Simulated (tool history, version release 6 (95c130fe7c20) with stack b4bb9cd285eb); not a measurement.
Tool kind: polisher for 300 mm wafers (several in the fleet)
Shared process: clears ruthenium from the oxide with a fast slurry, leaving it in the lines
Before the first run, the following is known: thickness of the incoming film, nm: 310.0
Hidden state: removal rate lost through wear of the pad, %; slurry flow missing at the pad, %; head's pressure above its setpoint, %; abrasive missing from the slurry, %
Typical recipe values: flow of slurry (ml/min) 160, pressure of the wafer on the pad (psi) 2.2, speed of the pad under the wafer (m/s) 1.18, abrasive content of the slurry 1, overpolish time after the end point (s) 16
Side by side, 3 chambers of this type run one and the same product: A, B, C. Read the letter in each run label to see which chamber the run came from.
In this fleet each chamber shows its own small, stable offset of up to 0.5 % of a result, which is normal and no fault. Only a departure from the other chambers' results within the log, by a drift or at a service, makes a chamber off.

| run | hour | flow of slurry (ml/min) | pressure of the wafer on the pad (psi) | speed of the pad under the wafer (m/s) | abrasive content of the slurry | overpolish time after the end point (s) | wafers polished on this pad | hours since the slurry nozzle was cleaned | hours since the head pressure was calibrated | hours since the slurry blender was calibrated | time until the end point was called (s) | dishing of a wide line in a test structure (angstrom) |
|---|---|---|---|---|---|---|---|---|---|---|---|---|
| 1C | 8.9 | 160 | 2.2 | 1.18 | 1 | 16 | 779 | 66.7 | 451.0 | 260.2 | 77.364 | 522.67 |
| 2B | 17.8 | 160 | 2.2 | 1.18 | 1 | 16 | 286 | 283.1 | 211.2 | 33.0 | 74.720 | 514.36 |
| 3A | 25.8 | 160 | 2.2 | 1.18 | 1 | 16 | 594 | 30.9 | 744.1 | 228.9 | 78.861 | 511.53 |
| 4C | 33.9 | 160 | 2.2 | 1.18 | 1 | 16 | 971 | 91.7 | 476.0 | 285.2 | 76.380 | 524.90 |
| 5B | 41.4 | 160 | 2.2 | 1.18 | 1 | 16 | 467 | 306.7 | 234.8 | 56.6 | 78.004 | 489.12 |
|  | 43.6 | chamber A: worn pad replaced by a new one |
| 6A | 46.4 | 160 | 2.2 | 1.18 | 1 | 16 | 21 | 51.5 | 764.7 | 249.5 | 75.394 | 515.72 |
| 7A | 53.9 | 160 | 2.2 | 1.18 | 1 | 16 | 79 | 59.0 | 772.2 | 257.0 | 77.431 | 508.17 |
| 8C | 58.1 | 160 | 2.2 | 1.18 | 1 | 16 | 1157 | 115.9 | 500.2 | 309.4 | 76.185 | 528.20 |
|  | 59.3 | chamber C: worn pad replaced by a new one |
| 9B | 65.2 | 160 | 2.2 | 1.18 | 1 | 16 | 650 | 330.5 | 258.6 | 80.4 | 75.575 | 533.17 |
| 10B | 73.9 | 160 | 2.2 | 1.18 | 1 | 16 | 716 | 339.2 | 267.3 | 89.1 | 77.987 | 514.73 |
| 11C | 82.9 | 160 | 2.2 | 1.18 | 1 | 16 | 181 | 140.7 | 525.0 | 334.2 | 76.310 | 537.24 |
| 12A | 90.6 | 160 | 2.2 | 1.18 | 1 | 16 | 360 | 95.7 | 808.9 | 293.7 | 76.203 | 500.22 |
| 13A | 94.7 | 160 | 2.2 | 1.18 | 1 | 16 | 392 | 99.8 | 813.0 | 297.8 | 78.333 | 500.29 |
|  | 99.8 | chamber B: slurry nozzle cleaned |
| 14C | 100.6 | 160 | 2.2 | 1.18 | 1 | 16 | 317 | 158.4 | 542.7 | 351.9 | 77.041 | 503.04 |
|  | 105.4 | chamber B: worn pad replaced by a new one |
| 15B | 107.1 | 160 | 2.9 | 1.18 | 1 | 22 | 13 | 7.4 | 300.5 | 122.3 | 58.218 | 871.81 |
| 16B | 112.1 | 160 | 2.9 | 1.18 | 1 | 22 | 52 | 12.4 | 305.5 | 127.3 | 59.908 | 874.89 |
| 17A | 120.3 | 160 | 2.9 | 1.18 | 1 | 22 | 588 | 125.4 | 838.6 | 323.4 | 59.546 | 790.64 |
|  | 122.4 | chamber C: slurry blender recalibrated |
| 18C | 126.7 | 160 | 2.2 | 1.18 | 1 | 16 | 517 | 184.5 | 568.8 | 4.4 | 76.999 | 508.47 |
| 19B | 132.2 | 160 | 1.5 | 1.18 | 1 | 16 | 206 | 32.5 | 325.6 | 147.4 | 108.390 | 379.27 |
|  | 134.4 | chamber A: worn pad replaced by a new one |
| 20A | 140.2 | 160 | 1.5 | 1.18 | 1 | 16 | 45 | 145.3 | 858.5 | 343.3 | 115.930 | 349.52 |
| 21C | 145.9 | 160 | 1.5 | 1.18 | 1 | 16 | 664 | 203.7 | 588.0 | 23.6 | 115.000 | 356.99 |
| 22B | 151.1 | 160 | 2.2 | 1.18 | 1 | 16 | 351 | 51.4 | 344.5 | 166.3 | 77.561 | 494.59 |
| 23A | 155.7 | 160 | 2.2 | 1.18 | 1 | 16 | 164 | 160.8 | 874.0 | 358.8 | 81.125 | 496.77 |
| 24C | 164.7 | 160 | 2.2 | 1.18 | 1 | 16 | 808 | 222.5 | 606.8 | 42.4 | 79.496 | 505.49 |
| 25C | 173.7 | 160 | 2.2 | 1.18 | 1 | 16 | 878 | 231.5 | 615.8 | 51.4 | 80.474 | 521.33 |
| 26A | 181.8 | 160 | 2.2 | 1.18 | 1 | 16 | 364 | 186.9 | 900.1 | 384.9 | 79.635 | 487.46 |
| 27B | 190.9 | 160 | 2.2 | 1.18 | 1 | 16 | 656 | 91.2 | 384.3 | 206.1 | 77.944 | 519.16 |
| 28B | 196.1 | 160 | 2.2 | 1.18 | 1 | 16 | 696 | 96.4 | 389.5 | 211.3 | 78.506 | 507.54 |
| 29A | 204.9 | 160 | 2.2 | 1.18 | 1 | 16 | 541 | 210.0 | 923.2 | 408.0 | 83.219 | 479.77 |
| 30C | 209.9 | 160 | 2.2 | 1.18 | 1 | 16 | 1155 | 267.7 | 652.0 | 87.6 | 77.821 | 515.52 |
|  | 216.4 | chamber A: head pressure recalibrated |
| 31B | 216.6 | 160 | 2.2 | 1.18 | 1 | 16 | 853 | 116.9 | 410.0 | 231.8 | 78.900 | 513.78 |
| 32A | 222.5 | 160 | 2.2 | 1.18 | 1 | 16 | 676 | 227.6 | 6.2 | 425.6 | 81.386 | 476.48 |
|  | 230.0 | chamber C: slurry nozzle cleaned |
| 33C | 231.6 | 160 | 2.2 | 1.18 | 1 | 16 | 1322 | 1.7 | 673.7 | 109.3 | 76.472 | 497.91 |
| 34B | 236.9 | 160 | 2.2 | 1.18 | 1 | 16 | 1009 | 137.2 | 430.3 | 252.1 | 77.875 | 492.19 |
|  | 240.8 | chamber A: worn pad replaced by a new one |
|  | 241.8 | chamber C: worn pad replaced by a new one |
| 35A | 245.9 | 160 | 2.2 | 1.18 | 1 | 16 | 39 | 251.0 | 29.6 | 449.0 | 86.845 | 460.90 |
|  | 254.6 | chamber B: worn pad replaced by a new one |
| 36C | 254.6 | 160 | 2.2 | 1.18 | 1 | 16 | 98 | 24.7 | 696.7 | 132.3 | 78.047 | 514.97 |
| 37A | 262.1 | 160 | 2.2 | 1.18 | 1 | 16 | 163 | 267.2 | 45.8 | 465.2 | 85.552 | 470.70 |
| 38C | 270.9 | 160 | 2.2 | 1.18 | 1 | 16 | 223 | 41.0 | 713.0 | 148.6 | 77.117 | 505.64 |
| 39B | 275.0 | 160 | 2.2 | 1.18 | 1 | 16 | 156 | 175.3 | 468.4 | 290.2 | 76.393 | 497.85 |
| 40C | 283.6 | 160 | 2.2 | 1.18 | 1 | 16 | 320 | 53.7 | 725.7 | 161.3 | 74.388 | 508.69 |
| 41B | 290.0 | 160 | 2.2 | 1.18 | 1 | 16 | 271 | 190.3 | 483.4 | 305.2 | 77.745 | 501.51 |

Next, every chamber runs the same settings. What will each give?
| 42A | 296.7 | 160 | 2.2 | 0.86 | 1 | 16 |  |  |  |  | ? | ? |
| 42B | 296.7 | 160 | 2.2 | 0.86 | 1 | 16 |  |  |  |  | ? | ? |
| 42C | 296.7 | 160 | 2.2 | 0.86 | 1 | 16 |  |  |  |  | ? | ? |

| run | time until the end point was called (s) | dishing of a wide line in a test structure (angstrom) |
|---|---|---|
| 42A | 118.350 | 351.41 |
| 42B | 107.370 | 390.98 |
| 42C | 104.340 | 392.84 |
